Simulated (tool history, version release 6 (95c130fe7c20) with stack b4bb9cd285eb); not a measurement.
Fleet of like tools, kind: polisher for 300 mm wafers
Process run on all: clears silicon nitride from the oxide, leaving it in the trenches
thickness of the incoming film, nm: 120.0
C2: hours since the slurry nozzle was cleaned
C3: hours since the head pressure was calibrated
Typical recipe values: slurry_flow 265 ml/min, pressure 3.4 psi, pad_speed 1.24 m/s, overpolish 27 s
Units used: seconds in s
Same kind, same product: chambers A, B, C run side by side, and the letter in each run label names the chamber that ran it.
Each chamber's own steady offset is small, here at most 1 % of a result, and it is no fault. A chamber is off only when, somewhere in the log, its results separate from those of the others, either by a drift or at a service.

At hour 3.8: chamber A: worn pad replaced by a new one.
Run 1A, hour 7.1: usual settings; wafers polished on this pad 17; C2 229.7; C3 836.1. Result: seconds 94.798 s.
Run 2B, hour 12.6: usual settings; wafers polished on this pad 367; C2 143.5; C3 444.2. Result: seconds 93.529 s.
Run 3C, hour 20.9: usual settings; wafers polished on this pad 651; C2 273.8; C3 140.7. Result: seconds 95.167 s.
Run 4C, hour 26.7: usual settings; wafers polished on this pad 681; C2 279.6; C3 146.5. Result: seconds 95.479 s.
Run 5A, hour 35.0: usual settings; wafers polished on this pad 159; C2 257.6; C3 864.0. Result: seconds 94.438 s.
Run 6B, hour 43.5: usual settings; wafers polished on this pad 525; C2 174.4; C3 475.1. Result: seconds 96.318 s.
Run 7C, hour 48.3: usual settings; wafers polished on this pad 792; C2 301.2; C3 168.1. Result: seconds 94.811 s.
Run 8B, hour 56.8: usual settings; wafers polished on this pad 593; C2 187.7; C3 488.4. Result: seconds 95.158 s.
Run 9A, hour 61.2: usual settings; wafers polished on this pad 293; C2 283.8; C3 890.2. Result: seconds 98.714 s.
Run 10B, hour 69.3: usual settings; wafers polished on this pad 657; C2 200.2; C3 500.9. Result: seconds 99.359 s.
Run 11C, hour 75.5: usual settings but pressure 4.5 psi, pad_speed 1.00 m/s; wafers polished on this pad 931; C2 328.4; C3 195.3. Result: seconds 92.949 s.
Run 12A, hour 79.2: usual settings but pressure 4.5 psi, pad_speed 1.00 m/s; wafers polished on this pad 386; C2 301.8; C3 908.2. Result: seconds 87.119 s.
Run 13A, hour 87.9: usual settings but pressure 4.5 psi, pad_speed 1.00 m/s; wafers polished on this pad 430; C2 310.5; C3 916.9. Result: seconds 91.001 s.
Run 14C, hour 95.4: usual settings; wafers polished on this pad 1032; C2 348.3; C3 215.2. Result: seconds 98.742 s.
Run 15B, hour 103.1: usual settings; wafers polished on this pad 830; C2 234.0; C3 534.7. Result: seconds 96.404 s.
Run 16B, hour 111.2: usual settings; wafers polished on this pad 871; C2 242.1; C3 542.8. Result: seconds 96.943 s.
Run 17A, hour 117.0: usual settings; wafers polished on this pad 579; C2 339.6; C3 946.0. Result: seconds 95.027 s.
Run 18C, hour 122.3: usual settings but slurry_flow 230 ml/min; wafers polished on this pad 1170; C2 375.2; C3 242.1. Result: seconds 96.871 s.
Run 19C, hour 128.5: usual settings but slurry_flow 230 ml/min; wafers polished on this pad 1202; C2 381.4; C3 248.3. Result: seconds 99.432 s.
At hour 129.7: chamber B: worn pad replaced by a new one.
Run 20A, hour 133.0: usual settings but slurry_flow 230 ml/min; wafers polished on this pad 661; C2 355.6; C3 962.0. Result: seconds 100.260 s.
Run 21B, hour 140.1: usual settings; wafers polished on this pad 53; C2 271.0; C3 571.7. Result: seconds 97.361 s.
At hour 140.2: chamber C: worn pad replaced by a new one.
Run 22A, hour 148.5: usual settings; wafers polished on this pad 740; C2 371.1; C3 977.5. Result: seconds 96.482 s.
Run 23B, hour 155.5: usual settings; wafers polished on this pad 132; C2 286.4; C3 587.1. Result: seconds 94.870 s.
Run 24C, hour 162.7: usual settings; wafers polished on this pad 115; C2 415.6; C3 282.5. Result: seconds 95.801 s.
Run 25C, hour 168.5: usual settings; wafers polished on this pad 144; C2 421.4; C3 288.3. Result: seconds 97.953 s.
Run 26B, hour 173.8: usual settings; wafers polished on this pad 225; C2 304.7; C3 605.4. Result: seconds 96.544 s.
Run 27A, hour 182.1: usual settings; wafers polished on this pad 912; C2 404.7; C3 1011.1. Result: seconds 95.599 s.
Run 28A, hour 190.8: usual settings; wafers polished on this pad 956; C2 413.4; C3 1019.8. Result: seconds 96.270 s.
Run 29C, hour 198.2: usual settings; wafers polished on this pad 296; C2 451.1; C3 318.0. Result: seconds 97.295 s.

For the next run the whole fleet of 3 chambers uses the same settings. Give each chamber's results:
Run 30A, hour 204.4: usual settings but overpolish 12 s. Result: seconds ?.
Run 30B, hour 204.4: usual settings but overpolish 12 s. Result: seconds ?.
Run 30C, hour 204.4: usual settings but overpolish 12 s. Result: seconds ?.

run  seconds
30A   97.197
30B   95.001
30C   96.772

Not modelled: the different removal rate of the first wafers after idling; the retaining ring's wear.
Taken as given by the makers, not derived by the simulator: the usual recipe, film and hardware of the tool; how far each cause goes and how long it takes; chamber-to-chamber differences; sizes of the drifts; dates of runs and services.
